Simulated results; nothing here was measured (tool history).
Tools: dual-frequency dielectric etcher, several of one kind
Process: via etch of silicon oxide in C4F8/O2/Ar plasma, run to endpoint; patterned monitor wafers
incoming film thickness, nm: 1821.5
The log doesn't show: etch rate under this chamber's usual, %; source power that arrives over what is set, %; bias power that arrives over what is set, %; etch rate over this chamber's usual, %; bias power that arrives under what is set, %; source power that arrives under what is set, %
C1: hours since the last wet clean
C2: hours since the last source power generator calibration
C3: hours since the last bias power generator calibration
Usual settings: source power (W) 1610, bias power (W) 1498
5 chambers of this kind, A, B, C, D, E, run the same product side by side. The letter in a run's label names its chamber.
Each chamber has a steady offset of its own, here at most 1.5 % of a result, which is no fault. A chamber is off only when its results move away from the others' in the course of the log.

run 1E hour=7.7 | source_power_(W)=1610 bias_power_(W)=1498 | C1=559.9 C2=183.1 C3=1510.7 | endpoint_time_(s)=423.83
run 2D hour=20 | source_power_(W)=1610 bias_power_(W)=1498 | C1=390.2 C2=782.7 C3=471.2 | endpoint_time_(s)=425.68
run 3C hour=28.9 | source_power_(W)=1610 bias_power_(W)=1498 | C1=326.5 C2=3216.6 C3=2996.5 | endpoint_time_(s)=422.45
run 4B hour=37.3 | source_power_(W)=1610 bias_power_(W)=1498 | C1=169.3 C2=70.9 C3=2176.8 | endpoint_time_(s)=423.85
run 5A hour=48.7 | source_power_(W)=1610 bias_power_(W)=1498 | C1=228 C2=1986.5 C3=811 | endpoint_time_(s)=425.27
run 6B hour=55.3 | source_power_(W)=1610 bias_power_(W)=1498 | C1=187.3 C2=88.9 C3=2194.8 | endpoint_time_(s)=425.11
run 7C hour=64.6 | source_power_(W)=1610 bias_power_(W)=1498 | C1=362.2 C2=3252.3 C3=3032.2 | endpoint_time_(s)=418.78
run 8A hour=76.9 | source_power_(W)=1610 bias_power_(W)=1498 | C1=256.2 C2=2014.7 C3=839.2 | endpoint_time_(s)=422.97
-- hour=83.9 chamber D: wet clean of the chamber
run 9D hour=84.9 | source_power_(W)=1610 bias_power_(W)=1340 | C1=1.1 C2=847.6 C3=536.1 | endpoint_time_(s)=435.3
run 10E hour=91.7 | source_power_(W)=1610 bias_power_(W)=1340 | C1=643.9 C2=267.1 C3=1594.7 | endpoint_time_(s)=436.56
run 11B hour=103 | source_power_(W)=1610 bias_power_(W)=1340 | C1=235 C2=136.6 C3=2242.5 | endpoint_time_(s)=435.99
run 12E hour=110 | source_power_(W)=1610 bias_power_(W)=1340 | C1=662.2 C2=285.4 C3=1613 | endpoint_time_(s)=439.27
run 13D hour=118.5 | source_power_(W)=1610 bias_power_(W)=1340 | C1=34.7 C2=881.2 C3=569.7 | endpoint_time_(s)=441.19
-- hour=125.7 chamber E: wet clean of the chamber
run 14C hour=129.9 | source_power_(W)=1610 bias_power_(W)=1498 | C1=427.5 C2=3317.6 C3=3097.5 | endpoint_time_(s)=417.6
run 15A hour=136.1 | source_power_(W)=1610 bias_power_(W)=1498 | C1=315.4 C2=2073.9 C3=898.4 | endpoint_time_(s)=423.63
run 16E hour=145.1 | source_power_(W)=1610 bias_power_(W)=1498 | C1=19.5 C2=320.5 C3=1648.1 | endpoint_time_(s)=428.06
run 17D hour=156.2 | source_power_(W)=1610 bias_power_(W)=1498 | C1=72.4 C2=918.9 C3=607.4 | endpoint_time_(s)=423.94
run 18A hour=166.3 | source_power_(W)=1610 bias_power_(W)=1498 | C1=345.6 C2=2104.1 C3=928.6 | endpoint_time_(s)=427.93
run 19C hour=172.8 | source_power_(W)=1610 bias_power_(W)=1498 | C1=470.4 C2=3360.5 C3=3140.4 | endpoint_time_(s)=419.41
run 20B hour=180.1 | source_power_(W)=1610 bias_power_(W)=1498 | C1=312.1 C2=213.7 C3=2319.6 | endpoint_time_(s)=421.59
run 21A hour=191.4 | source_power_(W)=1610 bias_power_(W)=1498 | C1=370.7 C2=2129.2 C3=953.7 | endpoint_time_(s)=432.29
run 22E hour=197.8 | source_power_(W)=1610 bias_power_(W)=1498 | C1=72.2 C2=373.2 C3=1700.8 | endpoint_time_(s)=424.91
run 23D hour=209.5 | source_power_(W)=1340 bias_power_(W)=1219 | C1=125.7 C2=972.2 C3=660.7 | endpoint_time_(s)=484.42
run 24B hour=215.8 | source_power_(W)=1340 bias_power_(W)=1219 | C1=347.8 C2=249.4 C3=2355.3 | endpoint_time_(s)=481.61
run 25C hour=226.9 | source_power_(W)=1340 bias_power_(W)=1219 | C1=524.5 C2=3414.6 C3=3194.5 | endpoint_time_(s)=479.79
run 26A hour=239.4 | source_power_(W)=1340 bias_power_(W)=1219 | C1=418.7 C2=2177.2 C3=1001.7 | endpoint_time_(s)=494.06
run 27E hour=252.7 | source_power_(W)=1340 bias_power_(W)=1219 | C1=127.1 C2=428.1 C3=1755.7 | endpoint_time_(s)=486.23
run 28D hour=263.1 | source_power_(W)=1610 bias_power_(W)=1498 | C1=179.3 C2=1025.8 C3=714.3 | endpoint_time_(s)=423.44
run 29B hour=269.2 | source_power_(W)=1610 bias_power_(W)=1498 | C1=401.2 C2=302.8 C3=2408.7 | endpoint_time_(s)=421.72
run 30C hour=278.2 | source_power_(W)=1610 bias_power_(W)=1498 | C1=575.8 C2=3465.9 C3=3245.8 | endpoint_time_(s)=424.33
-- hour=280.6 chamber C: wet clean of the chamber
run 31A hour=291.3 | source_power_(W)=1610 bias_power_(W)=1498 | C1=470.6 C2=2229.1 C3=1053.6 | endpoint_time_(s)=435.26
run 32E hour=301.2 | source_power_(W)=1610 bias_power_(W)=1498 | C1=175.6 C2=476.6 C3=1804.2 | endpoint_time_(s)=426.12
run 33B hour=310.2 | source_power_(W)=1610 bias_power_(W)=1498 | C1=442.2 C2=343.8 C3=2449.7 | endpoint_time_(s)=421.1
run 34D hour=321.4 | source_power_(W)=1610 bias_power_(W)=1498 | C1=237.6 C2=1084.1 C3=772.6 | endpoint_time_(s)=420.32
run 35C hour=333.9 | source_power_(W)=1610 bias_power_(W)=1498 | C1=53.3 C2=3521.6 C3=3301.5 | endpoint_time_(s)=422.47

Is one chamber off against the others, does the gauge drift, or is nothing wrong? If a chamber is off, say which, and what the likeliest cause is.

Chamber A drifts away from the others.
Cause: etch rate under this chamber's usual, % = 4.68.

Here are 4 candidates for chamber A's next run, each the usual settings with a change, their results left as question marks. Which one brings its results back in line with what the others give on the usual settings?
In line means no further than this from the other chambers' mean on the usual settings: endpoint time (s) 7.6
run 36A-1 hour=343.6 | source_power_(W)=1610 bias_power_(W)=1756 | endpoint_time_(s)=?
run 36A-2 hour=343.6 | source_power_(W)=1610 bias_power_(W)=1240 | endpoint_time_(s)=?
run 36A-3 hour=343.6 | source_power_(W)=1650 bias_power_(W)=1522 | endpoint_time_(s)=?
run 36A-4 hour=343.6 | source_power_(W)=1570 bias_power_(W)=1474 | endpoint_time_(s)=?

The other chambers' mean on the usual settings: endpoint time (s) 423.69
run=36A-1 endpoint_time_(s)=426.29
run=36A-2 endpoint_time_(s)=467.85
run=36A-3 endpoint_time_(s)=438.95
run=36A-4 endpoint_time_(s)=451.77
36A-1 brings the chamber back in line.

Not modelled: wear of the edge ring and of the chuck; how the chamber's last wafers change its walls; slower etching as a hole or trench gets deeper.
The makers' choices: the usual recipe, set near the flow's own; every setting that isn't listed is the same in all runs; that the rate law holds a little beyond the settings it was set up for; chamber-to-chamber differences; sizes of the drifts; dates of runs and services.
